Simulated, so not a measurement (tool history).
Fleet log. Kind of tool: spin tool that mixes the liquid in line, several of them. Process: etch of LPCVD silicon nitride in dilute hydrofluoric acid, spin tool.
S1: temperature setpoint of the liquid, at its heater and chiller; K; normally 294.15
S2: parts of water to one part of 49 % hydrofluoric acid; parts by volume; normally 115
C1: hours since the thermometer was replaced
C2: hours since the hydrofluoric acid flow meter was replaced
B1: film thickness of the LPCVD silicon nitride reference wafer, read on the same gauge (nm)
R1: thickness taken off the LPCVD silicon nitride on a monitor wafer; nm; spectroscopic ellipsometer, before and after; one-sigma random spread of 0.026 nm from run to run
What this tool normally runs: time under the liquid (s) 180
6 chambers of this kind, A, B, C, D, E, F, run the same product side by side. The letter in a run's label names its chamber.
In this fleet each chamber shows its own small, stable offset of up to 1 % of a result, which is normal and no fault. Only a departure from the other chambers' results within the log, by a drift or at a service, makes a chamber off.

Run 1D, hour 13.5: usual settings; C1 1555.3; C2 314.3; B1 99.999. Result: R1 0.65259 nm.
Run 2B, hour 20.2: usual settings; C1 1532.0; C2 361.6; B1 100.040. Result: R1 0.61025 nm.
Run 3A, hour 27.4: usual settings; C1 322.2; C2 415.9; B1 100.020. Result: R1 0.66224 nm.
Run 4E, hour 35.4: usual settings; C1 336.3; C2 1185.4; B1 99.976. Result: R1 0.61467 nm.
Run 5C, hour 48.2: usual settings but S2 80 parts by volume; C1 672.3; C2 953.5; B1 99.997. Result: R1 0.93865 nm.
Run 6F, hour 54.1: usual settings but S2 80 parts by volume; C1 2294.5; C2 531.4; B1 99.974. Result: R1 0.93286 nm.
Run 7F, hour 63.3: usual settings but S2 80 parts by volume; C1 2303.7; C2 540.6; B1 100.010. Result: R1 0.93297 nm.
Run 8B, hour 70.7: usual settings but S2 80 parts by volume; C1 1582.5; C2 412.1; B1 99.979. Result: R1 0.95087 nm.
Run 9A, hour 76.9: usual settings but S2 80 parts by volume; C1 371.7; C2 465.4; B1 99.996. Result: R1 0.93570 nm.
At hour 82.5: chamber A: hydrofluoric acid flow meter replaced.
Run 10C, hour 88.1: usual settings but S2 80 parts by volume; C1 712.2; C2 993.4; B1 100.010. Result: R1 0.92645 nm.
Run 11D, hour 95.3: usual settings but S1 290.65 K, S2 85 parts by volume; C1 1637.1; C2 396.1; B1 99.981. Result: R1 0.72772 nm.
Run 12E, hour 105.4: usual settings but S1 290.65 K, S2 85 parts by volume; C1 406.3; C2 1255.4; B1 100.030. Result: R1 0.67553 nm.
Run 13C, hour 117.5: usual settings but S1 290.65 K, S2 85 parts by volume; C1 741.6; C2 1022.8; B1 100.010. Result: R1 0.75609 nm.
Run 14E, hour 129.5: usual settings but S1 290.65 K, S2 85 parts by volume; C1 430.4; C2 1279.5; B1 99.999. Result: R1 0.68352 nm.
Run 15F, hour 141.7: usual settings but S1 290.65 K, S2 85 parts by volume; C1 2382.1; C2 619.0; B1 99.972. Result: R1 0.68889 nm.
Run 16B, hour 150.3: usual settings but S1 290.65 K, S2 85 parts by volume; C1 1662.1; C2 491.7; B1 99.983. Result: R1 0.70162 nm.
Run 17A, hour 162.2: usual settings; C1 457.0; C2 79.7; B1 100.020. Result: R1 0.69035 nm.
Run 18D, hour 168.3: usual settings; C1 1710.1; C2 469.1; B1 100.010. Result: R1 0.66114 nm.
Run 19D, hour 181.6: usual settings; C1 1723.4; C2 482.4; B1 99.996. Result: R1 0.63049 nm.
Run 20B, hour 193.8: usual settings; C1 1705.6; C2 535.2; B1 99.994. Result: R1 0.63385 nm.
Run 21F, hour 203.4: usual settings; C1 2443.8; C2 680.7; B1 100.030. Result: R1 0.64173 nm.
Run 22C, hour 211.3: usual settings; C1 835.4; C2 1116.6; B1 100.020. Result: R1 0.65822 nm.
Run 23E, hour 223.9: usual settings; C1 524.8; C2 1373.9; B1 100.010. Result: R1 0.62934 nm.
Run 24A, hour 233.0: usual settings but S2 140 parts by volume, time under the liquid (s) 280; C1 527.8; C2 150.5; B1 99.987. Result: R1 0.84684 nm.
Run 25E, hour 244.5: usual settings but S2 140 parts by volume, time under the liquid (s) 280; C1 545.4; C2 1394.5; B1 99.976. Result: R1 0.89272 nm.
At hour 248.7: chamber F: thermometer replaced.
Run 26D, hour 251.2: usual settings but S2 140 parts by volume, time under the liquid (s) 280; C1 1793.0; C2 552.0; B1 100.040. Result: R1 0.84202 nm.
Run 27C, hour 262.0: usual settings but S2 140 parts by volume, time under the liquid (s) 280; C1 886.1; C2 1167.3; B1 100.000. Result: R1 0.84627 nm.
At hour 268.9: chamber B: hydrofluoric acid flow meter replaced.
Run 28B, hour 272.0: usual settings but S2 140 parts by volume, time under the liquid (s) 280; C1 1783.8; C2 3.2; B1 99.994. Result: R1 0.88791 nm.
Run 29A, hour 284.5: usual settings but S2 140 parts by volume, time under the liquid (s) 280; C1 579.3; C2 202.0; B1 100.020. Result: R1 0.87118 nm.
Run 30F, hour 291.3: usual settings but S2 80 parts by volume; C1 42.6; C2 768.6; B1 99.992. Result: R1 0.90269 nm.
Run 31B, hour 303.1: usual settings but S2 80 parts by volume; C1 1814.9; C2 34.3; B1 99.961. Result: R1 0.90839 nm.
Run 32F, hour 310.6: usual settings but S2 80 parts by volume; C1 61.9; C2 787.9; B1 99.996. Result: R1 0.97834 nm.
Run 33C, hour 323.5: usual settings but S2 80 parts by volume; C1 947.6; C2 1228.8; B1 99.960. Result: R1 0.89428 nm.
At hour 327.2: chamber C: hydrofluoric acid flow meter replaced.
Run 34A, hour 333.0: usual settings but S2 80 parts by volume; C1 627.8; C2 250.5; B1 99.988. Result: R1 0.99265 nm.
Run 35D, hour 344.9: usual settings but S2 80 parts by volume; C1 1886.7; C2 645.7; B1 99.993. Result: R1 0.87861 nm.
Run 36E, hour 358.0: usual settings; C1 658.9; C2 1508.0; B1 100.010. Result: R1 0.63081 nm.
Run 37D, hour 365.4: usual settings; C1 1907.2; C2 666.2; B1 100.010. Result: R1 0.67364 nm.
Run 38A, hour 371.6: usual settings; C1 666.4; C2 289.1; B1 99.975. Result: R1 0.64915 nm.
Run 39C, hour 385.1: usual settings; C1 1009.2; C2 57.9; B1 99.996. Result: R1 0.61423 nm.

One chamber off, gauge drift, or nothing amiss beyond the chambers' own small offsets? If it is a chamber, which one, and what is the likeliest cause?

All chambers stay in line apart from their small fixed offsets, and the gauge does not drift.

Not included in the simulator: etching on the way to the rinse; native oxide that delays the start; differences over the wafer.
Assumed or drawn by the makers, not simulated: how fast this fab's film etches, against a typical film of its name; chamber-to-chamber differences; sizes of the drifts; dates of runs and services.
